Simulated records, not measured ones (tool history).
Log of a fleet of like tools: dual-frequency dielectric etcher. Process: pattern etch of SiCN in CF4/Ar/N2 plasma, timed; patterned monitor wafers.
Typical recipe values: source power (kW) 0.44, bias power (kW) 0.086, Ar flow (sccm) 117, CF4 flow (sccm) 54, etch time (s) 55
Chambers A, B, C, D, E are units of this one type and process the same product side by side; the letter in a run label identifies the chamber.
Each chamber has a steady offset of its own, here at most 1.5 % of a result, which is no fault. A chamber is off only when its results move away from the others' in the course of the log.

run   hour  source power (kW)  bias power (kW)  Ar flow (sccm)  CF4 flow (sccm)  etch time (s)  hours since the last wet clean  hours since the last source power generator calibration  hours since the last bias power generator calibration  hours since the last Ar flow controller change  hours since the last CF4 flow controller change  read-back reference wafer on the same gauge, depth_nm  mean etch depth across the wafer (Å)
 1C    9.9               0.44            0.086             117               54             55                              67                                                   1732.8                                                 1242.8                                          3769.5                                            364.6                                                 50.194                                458.71
 2B   21.5               0.44            0.086             117               54             55                           352.1                                                     2420                                                 1791.2                                           478.5                                           3153.7                                                 50.204                                 466.2
 3A   28.5               0.44            0.086             117               54             55                             198                                                    764.5                                                  502.1                                             637                                           2726.9                                                 50.209                                 461.3
 4E   40.3               0.44            0.086             117               54             55                           306.8                                                     84.7                                                  636.8                                           111.9                                           3296.2                                                  50.19                                464.58
 5D   48.2               0.44            0.086             117               54             55                           215.7                                                   2951.8                                                 1268.5                                          5700.2                                            891.4                                                 50.192                                465.83
 6D   60.9               0.44            0.086             117               54             55                           228.4                                                   2964.5                                                 1281.2                                          5712.9                                            904.1                                                 50.197                                466.28
 7E   73.4               0.44            0.086             103               54             55                           339.9                                                    117.8                                                  669.9                                             145                                           3329.3                                                 50.189                                472.62
 8A   79.9               0.44            0.086             103               54             55                           249.4                                                    815.9                                                  553.5                                           688.4                                           2778.3                                                  50.23                                470.23
 9B   91.5               0.44            0.086             103               54             55                           422.1                                                     2490                                                 1861.2                                           548.5                                           3223.7                                                 50.189                                476.45
10C  100.5               0.44            0.086             103               54             55                           157.6                                                   1823.4                                                 1333.4                                          3860.1                                            455.2                                                 50.198                                 470.1
11B  109.3               0.44            0.086             103               54             55                           439.9                                                   2507.8                                                   1879                                           566.3                                           3241.5                                                 50.206                                477.29
12E  121.4               0.44            0.086             117               54             55                           387.9                                                    165.8                                                  717.9                                             193                                           3377.3                                                 50.242                                466.26
13D  127.4               0.44            0.086             117               54             55                           294.9                                                     3031                                                 1347.7                                          5779.4                                            970.6                                                 50.198                                467.16
14A  136.1               0.44            0.086             117               54             55                           305.6                                                    872.1                                                  609.7                                           744.6                                           2834.5                                                 50.215                                461.12
15C  148.4               0.44            0.086             117               54             55                           205.5                                                   1871.3                                                 1381.3                                            3908                                            503.1                                                 50.215                                459.78
16B  161.4               0.44            0.086             117               54             55                             492                                                   2559.9                                                 1931.1                                           618.4                                           3293.6                                                 50.235                                468.09
17A  169.9               0.44            0.086             117               54             55                           339.4                                                    905.9                                                  643.5                                           778.4                                           2868.3                                                 50.184                                459.98
18C  179.3               0.44            0.093             117               66             55                           236.4                                                   1902.2                                                 1412.2                                          3938.9                                              534                                                 50.182                                487.94
19D  188.7               0.44            0.093             117               66             55                           356.2                                                   3092.3                                                   1409                                          5840.7                                           1031.9                                                 50.191                                 496.2
     192.9  -- chamber C: source power generator calibrated
20E  197.4               0.44            0.093             117               66             55                           463.9                                                    241.8                                                  793.9                                             269                                           3453.3                                                  50.23                                492.65
21A  206.3               0.44            0.093             117               66             55                           375.8                                                    942.3                                                  679.9                                           814.8                                           2904.7                                                 50.188                                486.31
     213.8  -- chamber D: Ar flow controller replaced
22B  214.1               0.44            0.093             117               66             55                           544.7                                                   2612.6                                                 1983.8                                           671.1                                           3346.3                                                 50.182                                495.55
23C  220.1               0.44            0.086             117               54             55                           277.2                                                     27.3                                                   1453                                          3979.7                                            574.8                                                 50.188                                458.18
24E  228.9               0.44            0.086             117               54             55                           495.4                                                    273.3                                                  825.4                                           300.5                                           3484.8                                                 50.189                                463.09
25D  241.2               0.44            0.086             117               54             55                           408.7                                                   3144.8                                                 1461.5                                            27.4                                           1084.4                                                 50.183                                466.39
26B  251.4               0.44            0.086             117               54             55                             582                                                   2649.9                                                 2021.1                                           708.4                                           3383.6                                                 50.217                                467.09
27D  260.7               0.44            0.086             117               54             55                           428.2                                                   3164.3                                                   1481                                            46.9                                           1103.9                                                 50.216                                464.92
28E  268.3               0.44            0.086             117               54             55                           534.8                                                    312.7                                                  864.8                                           339.9                                           3524.2                                                 50.175                                464.34
29C  276.2               0.44            0.086             117               54             55                           333.3                                                     83.4                                                 1509.1                                          4035.8                                            630.9                                                 50.201                                460.44
30A  288.8               0.44            0.086             117               54             55                           458.3                                                   1024.8                                                  762.4                                           897.3                                           2987.2                                                 50.219                                456.55
     292.5  -- chamber D: wet clean of the chamber
       296  -- chamber B: wet clean of the chamber
31D  296.5               0.44            0.086             117               54             55                               4                                                   3200.1                                                 1516.8                                            82.7                                           1139.7                                                 50.199                                463.71
32C  308.2               0.44            0.086             117               54             55                           365.3                                                    115.4                                                 1541.1                                          4067.8                                            662.9                                                 50.194                                458.69
33B  317.6               0.44            0.086             117               54             55                            21.7                                                   2716.1                                                 2087.3                                           774.6                                           3449.8                                                 50.205                                465.82
34A  327.2               0.44            0.086             117               54             55                           496.7                                                   1063.2                                                  800.8                                           935.7                                           3025.6                                                  50.19                                 456.3
35E  339.8               0.44            0.086             117               54             55                           606.3                                                    384.2                                                  936.3                                           411.4                                           3595.7                                                 50.215                                463.28

Read the log: is a single chamber off, either drifting away or since a service, is the gauge that measures every chamber drifting, or is nothing wrong beyond small per-chamber offsets? Name any odd chamber and what most likely caused it.

Little by little, chamber A moves away from the other chambers.
Likeliest cause: etch rate under this chamber's usual, % = 2.13.
The log may not separate it from: source power that arrives under what is set, %; bias power that arrives under what is set, %.

Chamber A could run next with any of the 4 candidate recipes listed below; each alters the usual settings, and their results appear as question marks. Which one brings its results back in line with what the other chambers deliver on the usual settings?
Counts as in line when no further than this from what the other chambers average on the usual settings: mean etch depth across the wafer (Å) 4.3
36A-1  349.3               0.44            0.086             117               51             55                                                                                                                                                                                                                                                                                                                                             ?
36A-2  349.3               0.44            0.086             137               54             55                                                                                                                                                                                                                                                                                                                                             ?
36A-3  349.3               0.44            0.086             107               59             55                                                                                                                                                                                                                                                                                                                                             ?
36A-4  349.3               0.44            0.088             116               54             55                                                                                                                                                                                                                                                                                                                                             ?

The mean the other chambers reach with the usual settings: mean etch depth across the wafer (Å) 464.94
  run  mean etch depth across the wafer (Å)
36A-1                                448.66
36A-2                                441.89
36A-3                                464.59
36A-4                                457.11
Change 36A-3 lands the chamber within the allowed miss of the other chambers.

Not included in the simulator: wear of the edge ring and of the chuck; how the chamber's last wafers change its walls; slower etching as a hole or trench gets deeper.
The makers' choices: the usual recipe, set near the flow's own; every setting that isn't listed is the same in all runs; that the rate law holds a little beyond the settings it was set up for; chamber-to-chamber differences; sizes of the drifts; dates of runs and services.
